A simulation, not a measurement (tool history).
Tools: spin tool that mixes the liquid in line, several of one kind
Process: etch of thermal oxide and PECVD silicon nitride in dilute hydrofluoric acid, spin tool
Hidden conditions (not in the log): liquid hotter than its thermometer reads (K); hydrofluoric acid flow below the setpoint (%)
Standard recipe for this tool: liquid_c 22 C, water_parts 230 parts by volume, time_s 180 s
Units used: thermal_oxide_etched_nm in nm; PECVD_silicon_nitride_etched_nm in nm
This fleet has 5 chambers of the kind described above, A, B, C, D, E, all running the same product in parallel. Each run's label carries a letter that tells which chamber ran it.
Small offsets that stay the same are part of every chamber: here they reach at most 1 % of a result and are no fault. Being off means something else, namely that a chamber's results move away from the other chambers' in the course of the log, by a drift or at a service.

run,day,liquid_c,water_parts,time_s,hours since the thermometer was replaced,hours since the hydrofluoric acid flow meter was replaced,"read-back film thickness of the thermal oxide reference wafer, read on the same gauge (nm)","read-back film thickness of the PECVD silicon nitride reference wafer, read on the same gauge (nm)",thermal_oxide_etched_nm,PECVD_silicon_nitride_etched_nm
1A,0.3,22,230,180,1265.7,575.1,39.999,30.046,2.8412,1.4361
2C,0.596,22,230,180,503.7,821,40.017,30.039,2.9055,1.4967
3D,0.954,22,230,180,962.8,1675.6,40.023,30.047,2.7904,1.4435
4E,1.262,22,230,180,345.3,858.4,40.003,29.974,2.8447,1.4539
5B,1.675,22,230,180,62.8,424.8,39.999,30.016,2.8205,1.4552
6E,2.079,22,230,180,364.9,878,40.013,30.055,2.7616,1.4104
7B,2.446,22,230,180,81.3,443.3,40.017,29.948,2.8589,1.4574
8C,2.696,22,230,180,554.1,871.4,40.015,29.978,2.8782,1.4325
9D,3.092,22,230,180,1014.1,1726.9,39.98,29.97,2.824,1.4187
10A,3.388,22,230,180,1339.8,649.2,40.003,29.989,2.8202,1.4221
11B,3.75,18.5,230,105,112.6,474.6,39.985,29.977,1.4327,0.65269
12A,4.154,18.5,230,105,1358.2,667.6,40.004,30.022,1.4537,0.65548
# day 4.529: chamber A: hydrofluoric acid flow meter replaced
13C,4.596,18.5,230,105,599.7,917,40.012,30.01,1.4565,0.69049
14E,4.938,18.5,230,105,433.5,946.6,39.987,30.019,1.4374,0.64097
15D,5.146,18.5,230,105,1063.4,1776.2,39.969,29.978,1.4203,0.67012
16D,5.604,22,230,180,1074.4,1787.2,40.029,30.001,2.7835,1.4613
17C,6.038,22,230,180,634.3,951.6,40.008,30.023,2.8746,1.4539
18B,6.317,22,135,180,174.2,536.2,40.011,29.988,5.2679,2.5571
19A,6.646,22,135,180,1418,50.9,40.044,30.012,5.3121,2.4409
20E,7.079,22,135,180,484.9,998,40.021,30.035,5.3794,2.4047
21A,7.35,22,135,180,1434.9,67.8,40.013,29.985,5.4221,2.4724
# day 7.362: chamber C: thermometer replaced
22D,7.604,22,135,180,1122.4,1835.2,40.001,29.978,5.3551,2.4336
23B,7.838,22,230,180,210.7,572.7,40.005,29.979,2.8325,1.4782
24E,8.133,22,230,180,510.2,1023.3,39.992,29.972,2.7982,1.4611
25C,8.546,22,230,180,28.4,1011.8,39.99,29.989,2.8243,1.4193
26A,8.783,22,230,180,1469.3,102.2,39.961,29.987,2.8156,1.4041
27D,9.192,22,230,180,1160.5,1873.3,39.995,30.007,2.8588,1.5018
28B,9.492,22,230,180,250.4,612.4,39.973,30.025,2.7685,1.4748
29E,9.8,22,230,180,550.2,1063.3,40.01,30.012,2.8563,1.435
30C,10.25,22,230,180,69.3,1052.7,39.992,29.956,2.872,1.3839
31B,10.596,26,140,180,276.9,638.9,40.006,29.986,5.8739,3.104

Which is it: a chamber that has drifted or been left off by a service, a gauge drift common to all chambers, or only each chamber's usual small offset? If a chamber is off, name it and its likeliest cause.

The fleet is healthy, with each chamber sitting at its usual small offset and no drift in the gauge.
